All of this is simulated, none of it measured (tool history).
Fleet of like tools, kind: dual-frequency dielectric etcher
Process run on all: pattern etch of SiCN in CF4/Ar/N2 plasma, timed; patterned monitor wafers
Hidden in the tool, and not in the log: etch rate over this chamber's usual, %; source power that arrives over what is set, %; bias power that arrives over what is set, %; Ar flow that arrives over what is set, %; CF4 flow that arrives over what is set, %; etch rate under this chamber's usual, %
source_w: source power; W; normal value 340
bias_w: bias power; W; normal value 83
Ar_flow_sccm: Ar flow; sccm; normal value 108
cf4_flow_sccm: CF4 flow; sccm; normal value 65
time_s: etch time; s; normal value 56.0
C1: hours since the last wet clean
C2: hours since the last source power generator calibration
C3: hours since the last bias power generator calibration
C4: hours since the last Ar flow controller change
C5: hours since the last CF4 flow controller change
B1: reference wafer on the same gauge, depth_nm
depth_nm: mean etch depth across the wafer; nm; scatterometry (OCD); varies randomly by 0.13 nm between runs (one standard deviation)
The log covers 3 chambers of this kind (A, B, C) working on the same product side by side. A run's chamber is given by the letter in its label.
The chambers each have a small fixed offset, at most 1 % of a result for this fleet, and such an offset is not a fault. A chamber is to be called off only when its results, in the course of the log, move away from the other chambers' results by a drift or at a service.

run 1A hour=10.8 | source_w=340 bias_w=83 Ar_flow_sccm=108 cf4_flow_sccm=65 time_s=56.0 | C1=345.2 C2=671.1 C3=421.9 C4=4523.3 C5=3483.0 | B1=40.612 | depth_nm=38.888
run 2B hour=21.1 | source_w=340 bias_w=83 Ar_flow_sccm=108 cf4_flow_sccm=65 time_s=56.0 | C1=138.5 C2=180.8 C3=1119.5 C4=2433.6 C5=4770.6 | B1=40.610 | depth_nm=39.497
run 3C hour=33.6 | source_w=340 bias_w=83 Ar_flow_sccm=108 cf4_flow_sccm=65 time_s=56.0 | C1=199.7 C2=1248.8 C3=3194.3 C4=2796.0 C5=467.4 | B1=40.587 | depth_nm=38.658
run 4B hour=46.5 | source_w=340 bias_w=83 Ar_flow_sccm=108 cf4_flow_sccm=65 time_s=56.0 | C1=163.9 C2=206.2 C3=1144.9 C4=2459.0 C5=4796.0 | B1=40.610 | depth_nm=39.121
run 5C hour=59.8 | source_w=340 bias_w=83 Ar_flow_sccm=108 cf4_flow_sccm=65 time_s=56.0 | C1=225.9 C2=1275.0 C3=3220.5 C4=2822.2 C5=493.6 | B1=40.599 | depth_nm=38.422
run 6A hour=67.1 | source_w=340 bias_w=83 Ar_flow_sccm=108 cf4_flow_sccm=65 time_s=56.0 | C1=401.5 C2=727.4 C3=478.2 C4=4579.6 C5=3539.3 | B1=40.599 | depth_nm=38.586
run 7A hour=75.8 | source_w=340 bias_w=83 Ar_flow_sccm=108 cf4_flow_sccm=65 time_s=56.0 | C1=410.2 C2=736.1 C3=486.9 C4=4588.3 C5=3548.0 | B1=40.614 | depth_nm=38.705
run 8C hour=82.3 | source_w=340 bias_w=83 Ar_flow_sccm=108 cf4_flow_sccm=65 time_s=56.0 | C1=248.4 C2=1297.5 C3=3243.0 C4=2844.7 C5=516.1 | B1=40.652 | depth_nm=38.717
run 9B hour=92.0 | source_w=340 bias_w=83 Ar_flow_sccm=108 cf4_flow_sccm=65 time_s=56.0 | C1=209.4 C2=251.7 C3=1190.4 C4=2504.5 C5=4841.5 | B1=40.593 | depth_nm=39.150
run 10C hour=104.8 | source_w=340 bias_w=83 Ar_flow_sccm=108 cf4_flow_sccm=65 time_s=56.0 | C1=270.9 C2=1320.0 C3=3265.5 C4=2867.2 C5=538.6 | B1=40.611 | depth_nm=38.423
run 11A hour=118.6 | source_w=340 bias_w=83 Ar_flow_sccm=108 cf4_flow_sccm=65 time_s=56.0 | C1=453.0 C2=778.9 C3=529.7 C4=4631.1 C5=3590.8 | B1=40.558 | depth_nm=38.679
run 12B hour=130.4 | source_w=340 bias_w=83 Ar_flow_sccm=108 cf4_flow_sccm=65 time_s=44.5 | C1=247.8 C2=290.1 C3=1228.8 C4=2542.9 C5=4879.9 | B1=40.587 | depth_nm=31.077
run 13A hour=142.2 | source_w=340 bias_w=83 Ar_flow_sccm=108 cf4_flow_sccm=65 time_s=44.5 | C1=476.6 C2=802.5 C3=553.3 C4=4654.7 C5=3614.4 | B1=40.619 | depth_nm=30.930
-- hour=151.3 chamber C: wet clean of the chamber
run 14B hour=154.2 | source_w=340 bias_w=83 Ar_flow_sccm=108 cf4_flow_sccm=65 time_s=44.5 | C1=271.6 C2=313.9 C3=1252.6 C4=2566.7 C5=4903.7 | B1=40.599 | depth_nm=31.134
run 15C hour=163.4 | source_w=340 bias_w=83 Ar_flow_sccm=108 cf4_flow_sccm=65 time_s=56.0 | C1=12.1 C2=1378.6 C3=3324.1 C4=2925.8 C5=597.2 | B1=40.595 | depth_nm=38.720
run 16B hour=175.2 | source_w=400 bias_w=83 Ar_flow_sccm=108 cf4_flow_sccm=65 time_s=56.0 | C1=292.6 C2=334.9 C3=1273.6 C4=2587.7 C5=4924.7 | B1=40.594 | depth_nm=45.448
run 17C hour=182.5 | source_w=400 bias_w=83 Ar_flow_sccm=108 cf4_flow_sccm=65 time_s=56.0 | C1=31.2 C2=1397.7 C3=3343.2 C4=2944.9 C5=616.3 | B1=40.577 | depth_nm=44.680
run 18A hour=191.9 | source_w=400 bias_w=83 Ar_flow_sccm=108 cf4_flow_sccm=65 time_s=56.0 | C1=526.3 C2=852.2 C3=603.0 C4=4704.4 C5=3664.1 | B1=40.614 | depth_nm=44.645
-- hour=199.7 chamber A: wet clean of the chamber
run 19C hour=200.8 | source_w=340 bias_w=83 Ar_flow_sccm=108 cf4_flow_sccm=65 time_s=56.0 | C1=49.5 C2=1416.0 C3=3361.5 C4=2963.2 C5=634.6 | B1=40.595 | depth_nm=38.790
run 20A hour=209.1 | source_w=340 bias_w=83 Ar_flow_sccm=108 cf4_flow_sccm=65 time_s=56.0 | C1=9.4 C2=869.4 C3=620.2 C4=4721.6 C5=3681.3 | B1=40.592 | depth_nm=38.577
run 21B hour=218.1 | source_w=340 bias_w=83 Ar_flow_sccm=108 cf4_flow_sccm=65 time_s=56.0 | C1=335.5 C2=377.8 C3=1316.5 C4=2630.6 C5=4967.6 | B1=40.594 | depth_nm=39.446
-- hour=228.1 chamber A: Ar flow controller replaced
run 22B hour=231.8 | source_w=340 bias_w=83 Ar_flow_sccm=108 cf4_flow_sccm=65 time_s=56.0 | C1=349.2 C2=391.5 C3=1330.2 C4=2644.3 C5=4981.3 | B1=40.600 | depth_nm=39.364
run 23C hour=240.1 | source_w=340 bias_w=83 Ar_flow_sccm=108 cf4_flow_sccm=65 time_s=56.0 | C1=88.8 C2=1455.3 C3=3400.8 C4=3002.5 C5=673.9 | B1=40.569 | depth_nm=38.650
run 24A hour=248.6 | source_w=340 bias_w=83 Ar_flow_sccm=108 cf4_flow_sccm=65 time_s=56.0 | C1=48.9 C2=908.9 C3=659.7 C4=20.6 C5=3720.8 | B1=40.569 | depth_nm=38.649
run 25C hour=261.4 | source_w=340 bias_w=83 Ar_flow_sccm=108 cf4_flow_sccm=65 time_s=56.0 | C1=110.1 C2=1476.6 C3=3422.1 C4=3023.8 C5=695.2 | B1=40.609 | depth_nm=38.628

Predict what each chamber gives when all 3 of them run the settings below next.
run 26A hour=271.7 | source_w=340 bias_w=83 Ar_flow_sccm=121 cf4_flow_sccm=65 time_s=56.0 | depth_nm=?
run 26B hour=271.7 | source_w=340 bias_w=83 Ar_flow_sccm=121 cf4_flow_sccm=65 time_s=56.0 | depth_nm=?
run 26C hour=271.7 | source_w=340 bias_w=83 Ar_flow_sccm=121 cf4_flow_sccm=65 time_s=56.0 | depth_nm=?

run=26A depth_nm=38.272
run=26B depth_nm=38.459
run=26C depth_nm=37.846

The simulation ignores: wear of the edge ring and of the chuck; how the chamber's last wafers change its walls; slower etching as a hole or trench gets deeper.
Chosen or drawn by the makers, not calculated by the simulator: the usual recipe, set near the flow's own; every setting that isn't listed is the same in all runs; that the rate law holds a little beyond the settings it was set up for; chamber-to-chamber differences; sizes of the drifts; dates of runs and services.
